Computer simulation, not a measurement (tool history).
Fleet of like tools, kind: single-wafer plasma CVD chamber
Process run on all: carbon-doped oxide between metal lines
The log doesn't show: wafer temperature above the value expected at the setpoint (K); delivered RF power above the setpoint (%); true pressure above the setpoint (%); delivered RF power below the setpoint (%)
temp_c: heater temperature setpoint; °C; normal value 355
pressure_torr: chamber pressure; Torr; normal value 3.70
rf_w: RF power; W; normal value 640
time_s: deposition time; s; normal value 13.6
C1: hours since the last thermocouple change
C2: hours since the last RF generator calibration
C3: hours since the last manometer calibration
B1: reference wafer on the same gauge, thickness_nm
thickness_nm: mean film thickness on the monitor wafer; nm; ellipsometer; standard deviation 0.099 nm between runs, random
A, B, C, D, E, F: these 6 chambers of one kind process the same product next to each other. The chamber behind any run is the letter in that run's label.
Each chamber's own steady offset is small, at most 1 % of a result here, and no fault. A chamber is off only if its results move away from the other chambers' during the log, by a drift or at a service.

run 1B day=0.150 | temp_c=355 pressure_torr=3.70 rf_w=640 time_s=13.6 | C1=1033.6 C2=731.5 C3=694.9 | B1=92.805 | thickness_nm=77.666
run 2F day=0.375 | temp_c=355 pressure_torr=3.70 rf_w=640 time_s=13.6 | C1=794.4 C2=259.6 C3=944.0 | B1=92.805 | thickness_nm=77.456
run 3E day=0.500 | temp_c=355 pressure_torr=3.70 rf_w=640 time_s=13.6 | C1=1734.1 C2=480.1 C3=543.3 | B1=92.836 | thickness_nm=77.505
run 4A day=0.721 | temp_c=355 pressure_torr=3.70 rf_w=640 time_s=13.6 | C1=755.0 C2=1232.4 C3=565.2 | B1=92.828 | thickness_nm=77.490
run 5C day=0.858 | temp_c=355 pressure_torr=3.70 rf_w=640 time_s=13.6 | C1=668.9 C2=530.4 C3=2110.3 | B1=92.883 | thickness_nm=78.269
run 6D day=1.054 | temp_c=355 pressure_torr=3.70 rf_w=640 time_s=13.6 | C1=801.1 C2=104.2 C3=2460.7 | B1=92.890 | thickness_nm=78.384
run 7E day=1.221 | temp_c=355 pressure_torr=3.70 rf_w=640 time_s=13.6 | C1=1751.4 C2=497.4 C3=560.6 | B1=92.885 | thickness_nm=77.660
run 8D day=1.375 | temp_c=355 pressure_torr=3.70 rf_w=640 time_s=13.6 | C1=808.8 C2=111.9 C3=2468.4 | B1=92.908 | thickness_nm=78.502
run 9A day=1.583 | temp_c=355 pressure_torr=3.70 rf_w=640 time_s=13.6 | C1=775.7 C2=1253.1 C3=585.9 | B1=92.920 | thickness_nm=77.612
run 10F day=1.762 | temp_c=355 pressure_torr=4.31 rf_w=640 time_s=13.6 | C1=827.7 C2=292.9 C3=977.3 | B1=92.925 | thickness_nm=79.140
run 11B day=1.892 | temp_c=355 pressure_torr=4.31 rf_w=640 time_s=13.6 | C1=1075.4 C2=773.3 C3=736.7 | B1=92.923 | thickness_nm=79.445
run 12C day=2.108 | temp_c=355 pressure_torr=4.31 rf_w=640 time_s=13.6 | C1=698.9 C2=560.4 C3=2140.3 | B1=92.943 | thickness_nm=79.740
run 13C day=2.246 | temp_c=355 pressure_torr=4.31 rf_w=640 time_s=13.6 | C1=702.2 C2=563.7 C3=2143.6 | B1=92.978 | thickness_nm=79.937
run 14A day=2.450 | temp_c=355 pressure_torr=4.31 rf_w=640 time_s=13.6 | C1=796.5 C2=1273.9 C3=606.7 | B1=92.972 | thickness_nm=78.947
run 15E day=2.600 | temp_c=355 pressure_torr=4.31 rf_w=640 time_s=13.6 | C1=1784.5 C2=530.5 C3=593.7 | B1=93.000 | thickness_nm=79.248
run 16D day=2.829 | temp_c=355 pressure_torr=3.70 rf_w=640 time_s=13.6 | C1=843.7 C2=146.8 C3=2503.3 | B1=93.027 | thickness_nm=78.456
run 17B day=2.992 | temp_c=355 pressure_torr=3.70 rf_w=640 time_s=13.6 | C1=1101.8 C2=799.7 C3=763.1 | B1=93.050 | thickness_nm=77.975
run 18F day=3.171 | temp_c=355 pressure_torr=3.70 rf_w=640 time_s=13.6 | C1=861.5 C2=326.7 C3=1011.1 | B1=93.024 | thickness_nm=77.590
run 19A day=3.408 | temp_c=355 pressure_torr=4.40 rf_w=640 time_s=13.6 | C1=819.5 C2=1296.9 C3=629.7 | B1=93.064 | thickness_nm=79.470
run 20F day=3.625 | temp_c=355 pressure_torr=4.40 rf_w=640 time_s=13.6 | C1=872.4 C2=337.6 C3=1022.0 | B1=93.076 | thickness_nm=79.214
run 21E day=3.800 | temp_c=355 pressure_torr=4.40 rf_w=640 time_s=13.6 | C1=1813.3 C2=559.3 C3=622.5 | B1=93.092 | thickness_nm=79.388
run 22D day=3.967 | temp_c=355 pressure_torr=4.40 rf_w=640 time_s=13.6 | C1=871.0 C2=174.1 C3=2530.6 | B1=93.111 | thickness_nm=80.286
run 23C day=4.125 | temp_c=355 pressure_torr=4.40 rf_w=640 time_s=13.6 | C1=747.3 C2=608.8 C3=2188.7 | B1=93.109 | thickness_nm=80.082
run 24B day=4.342 | temp_c=355 pressure_torr=4.40 rf_w=640 time_s=13.6 | C1=1134.2 C2=832.1 C3=795.5 | B1=93.117 | thickness_nm=79.834
run 25D day=4.500 | temp_c=355 pressure_torr=3.70 rf_w=640 time_s=13.6 | C1=883.8 C2=186.9 C3=2543.4 | B1=93.127 | thickness_nm=78.696
run 26B day=4.646 | temp_c=355 pressure_torr=3.70 rf_w=640 time_s=13.6 | C1=1141.5 C2=839.4 C3=802.8 | B1=93.104 | thickness_nm=78.024
run 27A day=4.838 | temp_c=364 pressure_torr=3.70 rf_w=640 time_s=13.6 | C1=853.8 C2=1331.2 C3=664.0 | B1=93.187 | thickness_nm=75.997
run 28E day=4.992 | temp_c=364 pressure_torr=3.70 rf_w=640 time_s=13.6 | C1=1841.9 C2=587.9 C3=651.1 | B1=93.159 | thickness_nm=76.029
run 29C day=5.150 | temp_c=364 pressure_torr=3.70 rf_w=640 time_s=13.6 | C1=771.9 C2=633.4 C3=2213.3 | B1=93.203 | thickness_nm=76.624
run 30F day=5.292 | temp_c=364 pressure_torr=3.70 rf_w=640 time_s=13.6 | C1=912.4 C2=377.6 C3=1062.0 | B1=93.239 | thickness_nm=75.962
run 31F day=5.400 | temp_c=364 pressure_torr=3.70 rf_w=640 time_s=13.6 | C1=915.0 C2=380.2 C3=1064.6 | B1=93.211 | thickness_nm=75.854
run 32D day=5.583 | temp_c=364 pressure_torr=3.70 rf_w=640 time_s=13.6 | C1=909.8 C2=212.9 C3=2569.4 | B1=93.242 | thickness_nm=76.893
run 33E day=5.779 | temp_c=355 pressure_torr=3.70 rf_w=640 time_s=13.6 | C1=1860.8 C2=606.8 C3=670.0 | B1=93.232 | thickness_nm=78.016
run 34C day=5.942 | temp_c=355 pressure_torr=3.70 rf_w=580 time_s=11.1 | C1=790.9 C2=652.4 C3=2232.3 | B1=93.239 | thickness_nm=60.533
run 35A day=6.062 | temp_c=355 pressure_torr=3.70 rf_w=580 time_s=11.1 | C1=883.2 C2=1360.6 C3=693.4 | B1=93.250 | thickness_nm=59.958
run 36B day=6.200 | temp_c=355 pressure_torr=3.70 rf_w=580 time_s=11.1 | C1=1178.8 C2=876.7 C3=840.1 | B1=93.257 | thickness_nm=60.184

The same settings go to every chamber for the next run, one line per chamber below. Forecast the results for each:
run 37A day=6.379 | temp_c=355 pressure_torr=3.70 rf_w=640 time_s=14.8 | thickness_nm=?
run 37B day=6.379 | temp_c=355 pressure_torr=3.70 rf_w=640 time_s=14.8 | thickness_nm=?
run 37C day=6.379 | temp_c=355 pressure_torr=3.70 rf_w=640 time_s=14.8 | thickness_nm=?
run 37D day=6.379 | temp_c=355 pressure_torr=3.70 rf_w=640 time_s=14.8 | thickness_nm=?
run 37E day=6.379 | temp_c=355 pressure_torr=3.70 rf_w=640 time_s=14.8 | thickness_nm=?
run 37F day=6.379 | temp_c=355 pressure_torr=3.70 rf_w=640 time_s=14.8 | thickness_nm=?

run=37A thickness_nm=84.451
run=37B thickness_nm=84.717
run=37C thickness_nm=85.459
run=37D thickness_nm=85.856
run=37E thickness_nm=84.767
run=37F thickness_nm=84.517
